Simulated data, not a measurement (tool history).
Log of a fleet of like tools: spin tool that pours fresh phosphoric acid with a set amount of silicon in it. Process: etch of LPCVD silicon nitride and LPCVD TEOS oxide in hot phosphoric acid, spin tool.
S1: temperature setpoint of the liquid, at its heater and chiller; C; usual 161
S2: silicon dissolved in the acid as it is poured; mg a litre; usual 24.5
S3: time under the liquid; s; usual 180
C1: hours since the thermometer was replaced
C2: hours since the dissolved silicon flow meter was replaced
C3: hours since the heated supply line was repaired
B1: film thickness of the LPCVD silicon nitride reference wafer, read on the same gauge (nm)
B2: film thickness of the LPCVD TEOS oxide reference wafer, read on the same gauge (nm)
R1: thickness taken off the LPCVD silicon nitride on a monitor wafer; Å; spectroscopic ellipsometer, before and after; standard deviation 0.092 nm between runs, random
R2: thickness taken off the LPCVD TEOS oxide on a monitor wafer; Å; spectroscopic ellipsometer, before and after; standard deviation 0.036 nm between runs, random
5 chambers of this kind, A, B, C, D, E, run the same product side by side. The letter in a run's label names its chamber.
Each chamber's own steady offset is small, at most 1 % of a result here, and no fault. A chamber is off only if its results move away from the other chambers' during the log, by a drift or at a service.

| run | day | S1 | S2 | S3 | C1 | C2 | C3 | B1 | B2 | R1 | R2 |
|---|---|---|---|---|---|---|---|---|---|---|---|
| 1D | 0.375 | 161 | 24.5 | 180 | 905.5 | 764.1 | 825.8 | 30.027 | 70.001 | 154.68 | 4.6125 |
| 2E | 0.65 | 161 | 24.5 | 180 | 779.1 | 687.1 | 3572.1 | 30.019 | 70.003 | 153.47 | 4.2458 |
| 3C | 0.933 | 161 | 24.5 | 180 | 763.2 | 546.9 | 1749.7 | 30.002 | 69.962 | 151.71 | 4.5594 |
|  | 0.958 | chamber E: heated supply line repaired |
| 4A | 1.35 | 161 | 24.5 | 180 | 426.7 | 546.7 | 429.5 | 29.987 | 69.989 | 152.41 | 4.1949 |
| 5B | 1.754 | 161 | 24.5 | 180 | 467.1 | 508.7 | 1561 | 29.996 | 70.015 | 151.99 | 4.4002 |
| 6C | 1.967 | 161 | 24.5 | 180 | 788 | 571.7 | 1774.5 | 29.967 | 70.011 | 152.61 | 4.6797 |
| 7A | 2.183 | 161 | 24.5 | 180 | 446.7 | 566.7 | 449.5 | 30.005 | 70.032 | 152.52 | 4.6146 |
|  | 2.392 | chamber C: thermometer replaced |
| 8E | 2.658 | 161 | 24.5 | 180 | 827.3 | 735.3 | 40.9 | 29.976 | 70.02 | 152.01 | 4.5053 |
| 9D | 2.942 | 161 | 24.5 | 180 | 967.1 | 825.7 | 887.4 | 29.986 | 69.988 | 153.02 | 4.2234 |
| 10B | 3.408 | 161 | 17.5 | 180 | 506.8 | 548.4 | 1600.7 | 29.97 | 69.992 | 153.52 | 5.8164 |
| 11B | 3.704 | 161 | 17.5 | 180 | 513.9 | 555.5 | 1607.8 | 29.994 | 69.987 | 154.32 | 5.9429 |
| 12A | 3.946 | 161 | 17.5 | 180 | 489 | 609 | 491.8 | 29.98 | 69.964 | 151.93 | 5.5399 |
| 13E | 4.35 | 161 | 17.5 | 180 | 867.9 | 775.9 | 81.5 | 29.98 | 70.016 | 153.54 | 5.9819 |
| 14D | 4.558 | 161 | 17.5 | 180 | 1005.9 | 864.5 | 926.2 | 29.995 | 69.979 | 155.2 | 5.2838 |
| 15C | 4.767 | 161 | 24.5 | 180 | 57 | 638.9 | 1841.7 | 30 | 69.971 | 151.49 | 4.1695 |
|  | 5.025 | chamber D: heated supply line repaired |
| 16C | 5.133 | 161 | 24.5 | 180 | 65.8 | 647.7 | 1850.5 | 30.01 | 69.993 | 154.64 | 4.1866 |
| 17A | 5.496 | 161 | 24.5 | 180 | 526.2 | 646.2 | 529 | 29.999 | 70.013 | 153.2 | 4.8208 |
| 18E | 5.821 | 158.5 | 24.5 | 180 | 903.2 | 811.2 | 116.8 | 29.979 | 70.036 | 142.75 | 4.1457 |
| 19D | 6.1 | 158.5 | 24.5 | 180 | 1042.9 | 901.5 | 25.8 | 30.019 | 70.023 | 143.58 | 3.7108 |
| 20B | 6.429 | 158.5 | 24.5 | 180 | 579.3 | 620.9 | 1673.2 | 30.015 | 69.991 | 140.73 | 3.8269 |
| 21C | 6.829 | 158.5 | 24.5 | 180 | 106.5 | 688.4 | 1891.2 | 29.987 | 69.965 | 139.8 | 3.9042 |
| 22A | 7.067 | 158.5 | 24.5 | 180 | 563.9 | 683.9 | 566.7 | 29.995 | 69.927 | 141.93 | 4.0332 |
|  | 7.15 | chamber C: heated supply line repaired |
| 23B | 7.4 | 161 | 24.5 | 180 | 602.6 | 644.2 | 1696.5 | 30.023 | 70.013 | 151.62 | 5.1115 |
| 24E | 7.708 | 161 | 24.5 | 180 | 948.5 | 856.5 | 162.1 | 29.997 | 70.037 | 152.74 | 4.598 |
|  | 7.975 | chamber B: dissolved silicon flow meter replaced |
| 25D | 8.033 | 161 | 24.5 | 180 | 1089.3 | 947.9 | 72.2 | 29.996 | 69.999 | 155.36 | 4.7019 |
| 26C | 8.296 | 161 | 24.5 | 180 | 141.7 | 723.6 | 27.5 | 29.991 | 70.03 | 151.61 | 4.1221 |
| 27D | 8.55 | 161 | 24.5 | 180 | 1101.7 | 960.3 | 84.6 | 29.995 | 70.053 | 154.53 | 5.2045 |
| 28B | 8.817 | 161 | 24.5 | 180 | 636.6 | 20.3 | 1730.5 | 30.013 | 70.006 | 152.37 | 5.2272 |
| 29A | 9.196 | 161 | 24.5 | 255 | 615 | 735 | 617.8 | 29.999 | 70.037 | 217.41 | 6.3806 |
| 30E | 9.479 | 161 | 24.5 | 255 | 991 | 899 | 204.6 | 30.017 | 70.004 | 219.72 | 5.961 |
| 31B | 9.925 | 161 | 24.5 | 255 | 663.2 | 46.9 | 1757.1 | 30.001 | 70.039 | 218.21 | 6.1056 |
| 32D | 10.212 | 161 | 24.5 | 255 | 1141.6 | 1000.2 | 124.5 | 30.028 | 69.974 | 219.11 | 6.8251 |
| 33C | 10.6 | 161 | 24.5 | 255 | 197 | 778.9 | 82.8 | 29.991 | 70.013 | 217.18 | 6.1791 |
| 34A | 10.854 | 161 | 24.5 | 180 | 654.8 | 774.8 | 657.6 | 30.01 | 70.02 | 153.86 | 5.123 |
| 35E | 11.183 | 158 | 24.5 | 180 | 1031.9 | 939.9 | 245.5 | 30.006 | 69.962 | 139.4 | 3.6239 |
| 36B | 11.642 | 158 | 24.5 | 180 | 704.4 | 88.1 | 1798.3 | 29.989 | 70.03 | 138.24 | 3.69 |
| 37C | 11.892 | 158 | 24.5 | 180 | 228 | 809.9 | 113.8 | 29.992 | 69.987 | 138.48 | 3.5085 |

The same settings go to every chamber for the next run, one line per chamber below. Forecast the results for each:
| 38A | 12.238 | 161 | 24.5 | 180 |  |  |  |  |  | ? | ? |
| 38B | 12.238 | 161 | 24.5 | 180 |  |  |  |  |  | ? | ? |
| 38C | 12.238 | 161 | 24.5 | 180 |  |  |  |  |  | ? | ? |
| 38D | 12.238 | 161 | 24.5 | 180 |  |  |  |  |  | ? | ? |
| 38E | 12.238 | 161 | 24.5 | 180 |  |  |  |  |  | ? | ? |

| run | R1 | R2 |
|---|---|---|
| 38A | 152.83 | 4.8399 |
| 38B | 154.35 | 4.3656 |
| 38C | 152.36 | 3.9954 |
| 38D | 154.93 | 5.0087 |
| 38E | 153.67 | 4.5248 |
